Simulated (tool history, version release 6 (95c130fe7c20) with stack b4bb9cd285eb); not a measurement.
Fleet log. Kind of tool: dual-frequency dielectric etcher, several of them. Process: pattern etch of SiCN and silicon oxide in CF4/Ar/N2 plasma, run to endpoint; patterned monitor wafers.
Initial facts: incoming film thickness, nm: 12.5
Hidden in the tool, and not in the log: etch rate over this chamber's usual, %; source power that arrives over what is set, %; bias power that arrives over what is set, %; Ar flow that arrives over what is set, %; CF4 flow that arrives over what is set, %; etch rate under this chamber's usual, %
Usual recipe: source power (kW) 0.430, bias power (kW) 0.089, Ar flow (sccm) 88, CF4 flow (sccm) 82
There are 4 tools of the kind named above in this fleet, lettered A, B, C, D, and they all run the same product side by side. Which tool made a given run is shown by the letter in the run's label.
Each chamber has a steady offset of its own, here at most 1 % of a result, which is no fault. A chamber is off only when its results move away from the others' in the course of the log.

| run | day | source power (kW) | bias power (kW) | Ar flow (sccm) | CF4 flow (sccm) | hours since the last wet clean | hours since the last source power generator calibration | hours since the last bias power generator calibration | hours since the last Ar flow controller change | hours since the last CF4 flow controller change | endpoint time (s) |
|---|---|---|---|---|---|---|---|---|---|---|---|
| 1B | 0.404 | 0.430 | 0.089 | 88 | 82 | 309.0 | 1328.0 | 592.0 | 1822.1 | 3618.1 | 13.492 |
| 2D | 0.771 | 0.430 | 0.089 | 88 | 82 | 311.4 | 873.4 | 2842.5 | 1885.6 | 1788.9 | 13.544 |
|  | 0.858 | chamber B: CF4 flow controller replaced |
| 3A | 1.133 | 0.430 | 0.089 | 88 | 82 | 186.1 | 1006.1 | 520.0 | 2571.3 | 2735.7 | 13.479 |
| 4C | 1.508 | 0.430 | 0.089 | 88 | 82 | 71.4 | 279.9 | 3120.0 | 650.2 | 1585.2 | 13.334 |
| 5C | 2.021 | 0.430 | 0.089 | 88 | 82 | 83.7 | 292.2 | 3132.3 | 662.5 | 1597.5 | 13.396 |
| 6D | 2.671 | 0.430 | 0.089 | 88 | 82 | 357.0 | 919.0 | 2888.1 | 1931.2 | 1834.5 | 13.600 |
| 7A | 3.308 | 0.430 | 0.089 | 88 | 82 | 238.3 | 1058.3 | 572.2 | 2623.5 | 2787.9 | 13.440 |
| 8B | 3.704 | 0.430 | 0.089 | 88 | 82 | 388.2 | 1407.2 | 671.2 | 1901.3 | 68.3 | 13.483 |
| 9A | 4.358 | 0.430 | 0.089 | 88 | 82 | 263.5 | 1083.5 | 597.4 | 2648.7 | 2813.1 | 13.748 |
|  | 4.467 | chamber D: wet clean of the chamber |
| 10D | 4.879 | 0.430 | 0.089 | 88 | 82 | 10.0 | 972.0 | 2941.1 | 1984.2 | 1887.5 | 13.404 |
| 11C | 5.388 | 0.430 | 0.089 | 88 | 82 | 164.5 | 373.0 | 3213.1 | 743.3 | 1678.3 | 13.618 |
|  | 5.783 | chamber B: wet clean of the chamber |
| 12B | 6.025 | 0.430 | 0.089 | 88 | 82 | 5.9 | 1462.9 | 726.9 | 1957.0 | 124.0 | 13.655 |
| 13D | 6.408 | 0.430 | 0.089 | 88 | 82 | 46.7 | 1008.7 | 2977.8 | 2020.9 | 1924.2 | 13.588 |
| 14C | 6.721 | 0.400 | 0.076 | 88 | 82 | 196.5 | 405.0 | 3245.1 | 775.3 | 1710.3 | 15.123 |
| 15B | 7.071 | 0.400 | 0.076 | 88 | 82 | 31.0 | 1488.0 | 752.0 | 1982.1 | 149.1 | 15.268 |
| 16A | 7.558 | 0.400 | 0.076 | 88 | 82 | 340.3 | 1160.3 | 674.2 | 2725.5 | 2889.9 | 15.109 |
| 17B | 8.229 | 0.400 | 0.076 | 88 | 82 | 58.8 | 1515.8 | 779.8 | 2009.9 | 176.9 | 15.123 |
| 18A | 8.758 | 0.430 | 0.089 | 88 | 82 | 369.1 | 1189.1 | 703.0 | 2754.3 | 2918.7 | 13.498 |
| 19D | 9.171 | 0.430 | 0.089 | 88 | 82 | 113.0 | 1075.0 | 3044.1 | 2087.2 | 1990.5 | 13.444 |
| 20C | 9.583 | 0.350 | 0.089 | 88 | 82 | 265.2 | 473.7 | 3313.8 | 844.0 | 1779.0 | 16.084 |
| 21C | 10.008 | 0.350 | 0.089 | 88 | 82 | 275.4 | 483.9 | 3324.0 | 854.2 | 1789.2 | 16.144 |
| 22B | 10.504 | 0.350 | 0.089 | 88 | 82 | 113.4 | 1570.4 | 834.4 | 2064.5 | 231.5 | 16.240 |
| 23D | 10.925 | 0.350 | 0.089 | 88 | 82 | 155.1 | 1117.1 | 3086.2 | 2129.3 | 2032.6 | 15.958 |
| 24A | 11.604 | 0.430 | 0.089 | 88 | 82 | 437.4 | 1257.4 | 771.3 | 2822.6 | 2987.0 | 13.541 |
| 25D | 12.112 | 0.430 | 0.089 | 88 | 82 | 183.6 | 1145.6 | 3114.7 | 2157.8 | 2061.1 | 13.508 |
| 26C | 12.758 | 0.430 | 0.089 | 88 | 82 | 341.4 | 549.9 | 3390.0 | 920.2 | 1855.2 | 13.418 |
|  | 13.142 | chamber C: CF4 flow controller replaced |
| 27B | 13.371 | 0.430 | 0.089 | 88 | 82 | 182.2 | 1639.2 | 903.2 | 2133.3 | 300.3 | 13.309 |
|  | 13.442 | chamber C: wet clean of the chamber |
| 28A | 13.704 | 0.430 | 0.089 | 88 | 82 | 487.8 | 1307.8 | 821.7 | 2873.0 | 3037.4 | 13.403 |
|  | 13.796 | chamber B: source power generator calibrated |
| 29D | 14.062 | 0.430 | 0.089 | 88 | 82 | 230.4 | 1192.4 | 3161.5 | 2204.6 | 2107.9 | 13.518 |
| 30A | 14.417 | 0.430 | 0.089 | 88 | 82 | 504.9 | 1324.9 | 838.8 | 2890.1 | 3054.5 | 13.455 |
| 31B | 15.100 | 0.430 | 0.089 | 88 | 82 | 223.7 | 31.3 | 944.7 | 2174.8 | 341.8 | 13.570 |
|  | 15.171 | chamber D: CF4 flow controller replaced |
| 32C | 15.717 | 0.430 | 0.089 | 88 | 82 | 54.7 | 620.9 | 3461.0 | 991.2 | 61.8 | 13.452 |
|  | 15.892 | chamber D: Ar flow controller replaced |
| 33A | 16.271 | 0.430 | 0.089 | 88 | 82 | 549.4 | 1369.4 | 883.3 | 2934.6 | 3099.0 | 13.539 |
| 34C | 16.858 | 0.430 | 0.089 | 88 | 82 | 82.1 | 648.3 | 3488.4 | 1018.6 | 89.2 | 13.332 |
|  | 16.888 | chamber A: wet clean of the chamber |
| 35B | 17.421 | 0.430 | 0.089 | 88 | 82 | 279.4 | 87.0 | 1000.4 | 2230.5 | 397.5 | 13.476 |
| 36D | 17.779 | 0.430 | 0.089 | 88 | 82 | 319.6 | 1281.6 | 3250.7 | 45.3 | 62.6 | 13.407 |
| 37D | 18.325 | 0.430 | 0.089 | 88 | 82 | 332.7 | 1294.7 | 3263.8 | 58.4 | 75.7 | 13.467 |
| 38C | 18.621 | 0.430 | 0.089 | 88 | 82 | 124.4 | 690.6 | 3530.7 | 1060.9 | 131.5 | 13.342 |
| 39A | 18.950 | 0.430 | 0.089 | 88 | 82 | 49.5 | 1433.7 | 947.6 | 2998.9 | 3163.3 | 13.463 |
| 40B | 19.475 | 0.430 | 0.089 | 88 | 82 | 328.7 | 136.3 | 1049.7 | 2279.8 | 446.8 | 13.284 |
| 41B | 19.908 | 0.430 | 0.089 | 88 | 82 | 339.1 | 146.7 | 1060.1 | 2290.2 | 457.2 | 13.405 |

Next, every chamber runs the same settings. What will each give?
| 42A | 20.396 | 0.430 | 0.089 | 97 | 82 |  |  |  |  |  | ? |
| 42B | 20.396 | 0.430 | 0.089 | 97 | 82 |  |  |  |  |  | ? |
| 42C | 20.396 | 0.430 | 0.089 | 97 | 82 |  |  |  |  |  | ? |
| 42D | 20.396 | 0.430 | 0.089 | 97 | 82 |  |  |  |  |  | ? |

| run | endpoint time (s) |
|---|---|
| 42A | 13.727 |
| 42B | 13.549 |
| 42C | 13.591 |
| 42D | 13.779 |
